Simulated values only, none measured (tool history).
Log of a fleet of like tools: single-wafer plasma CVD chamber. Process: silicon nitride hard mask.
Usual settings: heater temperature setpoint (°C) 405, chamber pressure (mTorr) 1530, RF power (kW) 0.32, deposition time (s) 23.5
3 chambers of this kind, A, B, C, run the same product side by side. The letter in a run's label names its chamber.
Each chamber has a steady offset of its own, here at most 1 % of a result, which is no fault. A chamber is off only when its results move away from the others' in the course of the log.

| run | hour | heater temperature setpoint (°C) | chamber pressure (mTorr) | RF power (kW) | deposition time (s) | hours since the last thermocouple change | hours since the last RF generator calibration | hours since the last manometer calibration | read-back reference wafer on the same gauge, thickness_nm | mean film thickness on the monitor wafer (Å) |
|---|---|---|---|---|---|---|---|---|---|---|
| 1C | 4.1 | 405 | 1530 | 0.32 | 23.5 | 1360.8 | 769.4 | 980.5 | 32.205 | 279.95 |
| 2B | 9.6 | 405 | 1530 | 0.32 | 23.5 | 1030 | 691.2 | 487.8 | 32.207 | 276.25 |
| 3A | 13.3 | 405 | 1530 | 0.32 | 23.5 | 1876.6 | 1128.6 | 2230.8 | 32.2 | 277.84 |
| 4A | 21.2 | 405 | 1530 | 0.32 | 23.5 | 1884.5 | 1136.5 | 2238.7 | 32.187 | 276.46 |
| 5B | 28 | 396 | 1530 | 0.345 | 23.5 | 1048.4 | 709.6 | 506.2 | 32.188 | 292.74 |
| 6C | 35.2 | 396 | 1530 | 0.345 | 23.5 | 1391.9 | 800.5 | 1011.6 | 32.202 | 292.15 |
| 7C | 38.9 | 396 | 1530 | 0.345 | 23.5 | 1395.6 | 804.2 | 1015.3 | 32.198 | 295.13 |
| 8B | 43.9 | 405 | 1530 | 0.32 | 23.5 | 1064.3 | 725.5 | 522.1 | 32.183 | 277.75 |
| 9A | 50.1 | 405 | 1530 | 0.32 | 23.5 | 1913.4 | 1165.4 | 2267.6 | 32.19 | 275.95 |
| 10C | 56 | 405 | 1530 | 0.32 | 23.5 | 1412.7 | 821.3 | 1032.4 | 32.192 | 280.86 |
| 11A | 60.1 | 405 | 1530 | 0.32 | 23.5 | 1923.4 | 1175.4 | 2277.6 | 32.201 | 276.04 |
| 12B | 65.5 | 405 | 1530 | 0.28 | 23.5 | 1085.9 | 747.1 | 543.7 | 32.198 | 252.66 |
| 13A | 70.7 | 405 | 1530 | 0.28 | 23.5 | 1934 | 1186 | 2288.2 | 32.171 | 253.27 |
| 14B | 77.5 | 405 | 1530 | 0.28 | 23.5 | 1097.9 | 759.1 | 555.7 | 32.191 | 250.6 |
| 15C | 82.4 | 405 | 1530 | 0.32 | 23.5 | 1439.1 | 847.7 | 1058.8 | 32.198 | 279.9 |
| 16C | 90.2 | 405 | 1530 | 0.32 | 23.5 | 1446.9 | 855.5 | 1066.6 | 32.222 | 280.84 |
| 17B | 94.2 | 405 | 1530 | 0.32 | 23.5 | 1114.6 | 775.8 | 572.4 | 32.182 | 274.68 |
| 18A | 98.8 | 405 | 1530 | 0.32 | 23.5 | 1962.1 | 1214.1 | 2316.3 | 32.2 | 276.62 |
| 19C | 104 | 405 | 1530 | 0.32 | 23.5 | 1460.7 | 869.3 | 1080.4 | 32.204 | 279.15 |
| 20B | 108.7 | 405 | 1530 | 0.32 | 23.5 | 1129.1 | 790.3 | 586.9 | 32.204 | 272.61 |
| 21A | 113.7 | 405 | 1530 | 0.32 | 23.5 | 1977 | 1229 | 2331.2 | 32.215 | 277.73 |
| 22B | 121.3 | 405 | 1530 | 0.32 | 23.5 | 1141.7 | 802.9 | 599.5 | 32.205 | 273.51 |
| 23C | 127.6 | 405 | 1530 | 0.32 | 23.5 | 1484.3 | 892.9 | 1104 | 32.183 | 280.48 |
| 24A | 132.3 | 405 | 1530 | 0.365 | 23.5 | 1995.6 | 1247.6 | 2349.8 | 32.212 | 299.24 |
| 25B | 140.6 | 405 | 1530 | 0.365 | 23.5 | 1161 | 822.2 | 618.8 | 32.192 | 295.21 |
| 26C | 145.7 | 405 | 1530 | 0.365 | 23.5 | 1502.4 | 911 | 1122.1 | 32.175 | 305.93 |
| 27A | 152.4 | 405 | 1530 | 0.37 | 23.5 | 2015.7 | 1267.7 | 2369.9 | 32.206 | 302.62 |
| 28A | 157.4 | 405 | 1530 | 0.37 | 23.5 | 2020.7 | 1272.7 | 2374.9 | 32.222 | 303.3 |
| 29B | 163.3 | 405 | 1530 | 0.37 | 23.5 | 1183.7 | 844.9 | 641.5 | 32.201 | 299.02 |
| 30C | 168.5 | 405 | 1530 | 0.32 | 23.5 | 1525.2 | 933.8 | 1144.9 | 32.214 | 279.63 |
| 31B | 172.5 | 405 | 1200 | 0.32 | 23.5 | 1192.9 | 854.1 | 650.7 | 32.18 | 249.34 |
| 32C | 180.9 | 405 | 1200 | 0.32 | 23.5 | 1537.6 | 946.2 | 1157.3 | 32.185 | 259.46 |
| 33A | 187.5 | 405 | 1200 | 0.32 | 23.5 | 2050.8 | 1302.8 | 2405 | 32.191 | 257.98 |

All 3 chambers run these settings next. Forecast each chamber's results:
| 34A | 193.6 | 405 | 1530 | 0.32 | 23.5 |  |  |  |  | ? |
| 34B | 193.6 | 405 | 1530 | 0.32 | 23.5 |  |  |  |  | ? |
| 34C | 193.6 | 405 | 1530 | 0.32 | 23.5 |  |  |  |  | ? |

| run | mean film thickness on the monitor wafer (Å) |
|---|---|
| 34A | 276.45 |
| 34B | 269.32 |
| 34C | 279.94 |

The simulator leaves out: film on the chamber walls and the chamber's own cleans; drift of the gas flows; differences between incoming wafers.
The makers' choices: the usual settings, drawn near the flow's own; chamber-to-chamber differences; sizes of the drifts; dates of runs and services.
